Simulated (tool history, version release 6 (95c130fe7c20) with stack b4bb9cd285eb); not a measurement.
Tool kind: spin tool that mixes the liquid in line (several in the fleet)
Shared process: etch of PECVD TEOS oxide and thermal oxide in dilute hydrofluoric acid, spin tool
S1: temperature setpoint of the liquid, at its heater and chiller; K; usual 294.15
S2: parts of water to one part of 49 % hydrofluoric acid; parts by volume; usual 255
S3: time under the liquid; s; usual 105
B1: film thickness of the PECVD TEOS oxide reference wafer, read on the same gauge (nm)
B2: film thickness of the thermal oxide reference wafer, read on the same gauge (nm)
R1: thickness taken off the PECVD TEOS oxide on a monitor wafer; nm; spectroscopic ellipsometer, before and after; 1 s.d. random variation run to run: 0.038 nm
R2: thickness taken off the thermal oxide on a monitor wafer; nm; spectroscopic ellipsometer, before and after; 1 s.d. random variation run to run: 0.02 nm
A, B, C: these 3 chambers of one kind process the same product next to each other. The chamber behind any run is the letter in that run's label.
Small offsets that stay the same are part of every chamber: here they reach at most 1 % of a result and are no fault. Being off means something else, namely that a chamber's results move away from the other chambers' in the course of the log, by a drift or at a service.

run   hour      S1   S2   S3      B1      B2      R1       R2
 1C    6.8  294.15  255  105  130.04     150  6.9984   1.3885
 2B   12.7  294.15  255  105  130.02  149.98  7.0846   1.3676
 3A   24.4  294.15  255  105  129.97  149.98  6.9816   1.4234
 4B   34.2  294.15  255  105  129.97  149.99  7.0412   1.3932
 5A   44.6  294.15  255  105     130  150.02  7.0131   1.3964
 6C   55.1  294.15  255  105  130.05  150.03  7.0736   1.3995
 7C   65.5  294.15  255  105  130.02  149.99  7.0258   1.3936
 8B     73  294.15  255  105  129.98  150.01  7.0466    1.349
      79.7  -- chamber A: hydrofluoric acid flow meter replaced
 9A   80.7  294.15  255  105  130.01  149.98  7.0043   1.3609
10B   92.5  294.15  315   40  129.96  150.01  2.0608  0.41478
11A  104.4  294.15  315   40  129.98  150.01  2.0527  0.40479
12C  112.3  294.15  315   40  130.01     150  2.0584  0.39942
13C  123.6  294.15  255  105  130.03     150  7.0298   1.3855
14A  132.7  294.15  255  105  129.99  149.98  7.0009   1.3752
15B  140.3  294.15  255  105  130.01     150  7.0128   1.3827
16C  151.5  294.15  255  105     130  149.99  7.0339   1.3565
17A  157.6  294.15  255  105  129.98     150  7.0048   1.3993
18B  167.1  294.15  255  105  130.01  149.98  7.0324   1.3997
19C  178.6  294.15  255  105  129.99  150.02  7.0046   1.3982
20A  190.7  294.15  255  105  129.99  149.99  7.0162   1.3765
21B  201.7  294.15  255  105  130.01  149.99  7.0281    1.391
22A  211.7  294.15  255  105  130.01  149.99  6.9972   1.3651
23B  221.6  294.15  255  105  130.01     150  7.0575   1.4098
24C  228.6  294.15  255  105  130.01  149.99  7.0315    1.404
25A  234.1  294.15  255  105  130.01  149.99  7.0422   1.4056
26C  245.6  294.15  255  105  129.97     150  6.9859   1.3782
27B  257.1  294.15  355  105  129.97     150  4.6597  0.93302
28A  264.4  294.15  355  105  130.01  150.01  4.6027  0.92251
29B    272  294.15  355  105  130.01  149.98   4.697   0.8942
30C  282.8  294.15  215  105     130  149.99  8.6356   1.6848
31C  293.3  294.15  215  105  130.03     150  8.6882   1.6701
32B  299.9  294.15  215  105  130.03  149.99  8.6952   1.6833
33A  309.7  291.65  255  135     130  150.01  8.1955   1.6551

Does one chamber stand apart from the rest, does the shared gauge drift, or is all well apart from small per-chamber offsets? Give the chamber and the most likely cause, where there is one.

All chambers stay in line apart from their small fixed offsets, and the gauge does not drift.

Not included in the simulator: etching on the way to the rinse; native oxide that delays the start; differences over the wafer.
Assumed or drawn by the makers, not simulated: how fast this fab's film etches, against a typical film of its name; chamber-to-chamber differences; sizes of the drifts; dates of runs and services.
